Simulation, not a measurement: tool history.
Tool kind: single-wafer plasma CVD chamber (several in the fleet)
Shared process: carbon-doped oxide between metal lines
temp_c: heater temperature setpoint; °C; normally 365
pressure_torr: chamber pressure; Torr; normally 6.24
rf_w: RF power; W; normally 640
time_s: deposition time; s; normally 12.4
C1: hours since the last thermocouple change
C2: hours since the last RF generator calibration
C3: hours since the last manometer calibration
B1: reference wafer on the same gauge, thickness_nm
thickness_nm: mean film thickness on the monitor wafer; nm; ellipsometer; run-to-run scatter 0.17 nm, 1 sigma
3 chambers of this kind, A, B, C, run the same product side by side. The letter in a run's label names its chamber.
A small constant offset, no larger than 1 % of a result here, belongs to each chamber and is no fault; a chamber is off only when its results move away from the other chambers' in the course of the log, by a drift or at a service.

run 1B day=0.283 | temp_c=365 pressure_torr=6.24 rf_w=640 time_s=12.4 | C1=429 C2=1943.2 C3=1226.6 | B1=77.769 | thickness_nm=73.988
-- day=0.517 chamber A: capacitance manometer re-zeroed and calibrated
-- day=0.708 chamber B: capacitance manometer re-zeroed and calibrated
run 2C day=0.742 | temp_c=365 pressure_torr=6.24 rf_w=640 time_s=12.4 | C1=2115.1 C2=1450.1 C3=1314.7 | B1=77.799 | thickness_nm=73.252
run 3A day=1.158 | temp_c=365 pressure_torr=6.24 rf_w=640 time_s=12.4 | C1=182.7 C2=737.7 C3=15.4 | B1=77.83 | thickness_nm=74.476
-- day=1.362 chamber B: RF generator calibrated
run 4A day=1.496 | temp_c=365 pressure_torr=6.24 rf_w=640 time_s=12.4 | C1=190.8 C2=745.8 C3=23.5 | B1=77.857 | thickness_nm=74.312
run 5B day=1.721 | temp_c=365 pressure_torr=6.24 rf_w=640 time_s=12.4 | C1=463.5 C2=8.6 C3=24.4 | B1=77.798 | thickness_nm=74.439
run 6C day=2.117 | temp_c=365 pressure_torr=6.24 rf_w=640 time_s=12.4 | C1=2148.1 C2=1483.1 C3=1347.7 | B1=77.796 | thickness_nm=73.301
run 7B day=2.608 | temp_c=365 pressure_torr=6.24 rf_w=640 time_s=13.4 | C1=484.8 C2=29.9 C3=45.7 | B1=77.815 | thickness_nm=80.3
run 8C day=3.088 | temp_c=365 pressure_torr=6.24 rf_w=640 time_s=13.4 | C1=2171.4 C2=1506.4 C3=1371 | B1=77.794 | thickness_nm=79.235
run 9A day=3.375 | temp_c=365 pressure_torr=6.24 rf_w=640 time_s=13.4 | C1=235.9 C2=790.9 C3=68.6 | B1=77.807 | thickness_nm=79.732
run 10B day=3.888 | temp_c=365 pressure_torr=6.24 rf_w=640 time_s=12.4 | C1=515.5 C2=60.6 C3=76.4 | B1=77.756 | thickness_nm=74.117
run 11A day=4.133 | temp_c=365 pressure_torr=6.24 rf_w=640 time_s=12.4 | C1=254.1 C2=809.1 C3=86.8 | B1=77.841 | thickness_nm=73.568
run 12C day=4.488 | temp_c=365 pressure_torr=6.24 rf_w=640 time_s=12.4 | C1=2205 C2=1540 C3=1404.6 | B1=77.812 | thickness_nm=73.423
run 13C day=4.733 | temp_c=365 pressure_torr=6.24 rf_w=640 time_s=12.4 | C1=2210.9 C2=1545.9 C3=1410.5 | B1=77.777 | thickness_nm=73.616
run 14B day=5.221 | temp_c=365 pressure_torr=6.24 rf_w=640 time_s=12.4 | C1=547.5 C2=92.6 C3=108.4 | B1=77.811 | thickness_nm=73.83
run 15A day=5.517 | temp_c=365 pressure_torr=6.24 rf_w=640 time_s=12.4 | C1=287.3 C2=842.3 C3=120 | B1=77.792 | thickness_nm=73.359
run 16A day=5.867 | temp_c=365 pressure_torr=6.24 rf_w=640 time_s=12.4 | C1=295.7 C2=850.7 C3=128.4 | B1=77.81 | thickness_nm=73.391
-- day=6.1 chamber C: capacitance manometer re-zeroed and calibrated
run 17B day=6.258 | temp_c=365 pressure_torr=6.24 rf_w=640 time_s=12.4 | C1=572.4 C2=117.5 C3=133.3 | B1=77.805 | thickness_nm=74.392
run 18C day=6.546 | temp_c=365 pressure_torr=6.24 rf_w=640 time_s=12.4 | C1=2254.4 C2=1589.4 C3=10.7 | B1=77.787 | thickness_nm=73.286
run 19C day=6.817 | temp_c=365 pressure_torr=6.24 rf_w=640 time_s=12.4 | C1=2260.9 C2=1595.9 C3=17.2 | B1=77.803 | thickness_nm=73.342
-- day=6.904 chamber C: thermocouple changed; heater temperature recalibrated
run 20B day=7.283 | temp_c=365 pressure_torr=6.24 rf_w=640 time_s=12.4 | C1=597 C2=142.1 C3=157.9 | B1=77.842 | thickness_nm=74.192
run 21A day=7.796 | temp_c=365 pressure_torr=6.24 rf_w=640 time_s=12.4 | C1=342 C2=897 C3=174.7 | B1=77.79 | thickness_nm=73.015
run 22A day=8.129 | temp_c=365 pressure_torr=6.24 rf_w=640 time_s=12.4 | C1=350 C2=905 C3=182.7 | B1=77.798 | thickness_nm=72.976
run 23B day=8.575 | temp_c=365 pressure_torr=6.24 rf_w=640 time_s=12.4 | C1=628 C2=173.1 C3=188.9 | B1=77.807 | thickness_nm=74.348
run 24C day=8.967 | temp_c=365 pressure_torr=6.24 rf_w=640 time_s=12.4 | C1=49.6 C2=1647.5 C3=68.8 | B1=77.787 | thickness_nm=73.643
run 25B day=9.292 | temp_c=365 pressure_torr=6.24 rf_w=640 time_s=12.4 | C1=645.2 C2=190.3 C3=206.1 | B1=77.804 | thickness_nm=74.144
run 26C day=9.775 | temp_c=365 pressure_torr=6.24 rf_w=640 time_s=12.4 | C1=69 C2=1666.9 C3=88.2 | B1=77.818 | thickness_nm=73.352
run 27A day=10.129 | temp_c=365 pressure_torr=6.24 rf_w=640 time_s=12.4 | C1=398 C2=953 C3=230.7 | B1=77.786 | thickness_nm=72.634
run 28A day=10.462 | temp_c=365 pressure_torr=6.24 rf_w=640 time_s=12.4 | C1=406 C2=961 C3=238.7 | B1=77.82 | thickness_nm=72.362
run 29B day=10.858 | temp_c=365 pressure_torr=6.24 rf_w=640 time_s=12.4 | C1=682.8 C2=227.9 C3=243.7 | B1=77.814 | thickness_nm=74.045
run 30C day=11.325 | temp_c=365 pressure_torr=6.24 rf_w=640 time_s=12.4 | C1=106.2 C2=1704.1 C3=125.4 | B1=77.797 | thickness_nm=73.482

Next, all 3 chambers run the settings below, one line each with question marks for the results. What does each chamber give?
run 31A day=11.692 | temp_c=365 pressure_torr=6.24 rf_w=640 time_s=12.4 | thickness_nm=?
run 31B day=11.692 | temp_c=365 pressure_torr=6.24 rf_w=640 time_s=12.4 | thickness_nm=?
run 31C day=11.692 | temp_c=365 pressure_torr=6.24 rf_w=640 time_s=12.4 | thickness_nm=?

run=31A thickness_nm=72.027
run=31B thickness_nm=74.253
run=31C thickness_nm=73.473

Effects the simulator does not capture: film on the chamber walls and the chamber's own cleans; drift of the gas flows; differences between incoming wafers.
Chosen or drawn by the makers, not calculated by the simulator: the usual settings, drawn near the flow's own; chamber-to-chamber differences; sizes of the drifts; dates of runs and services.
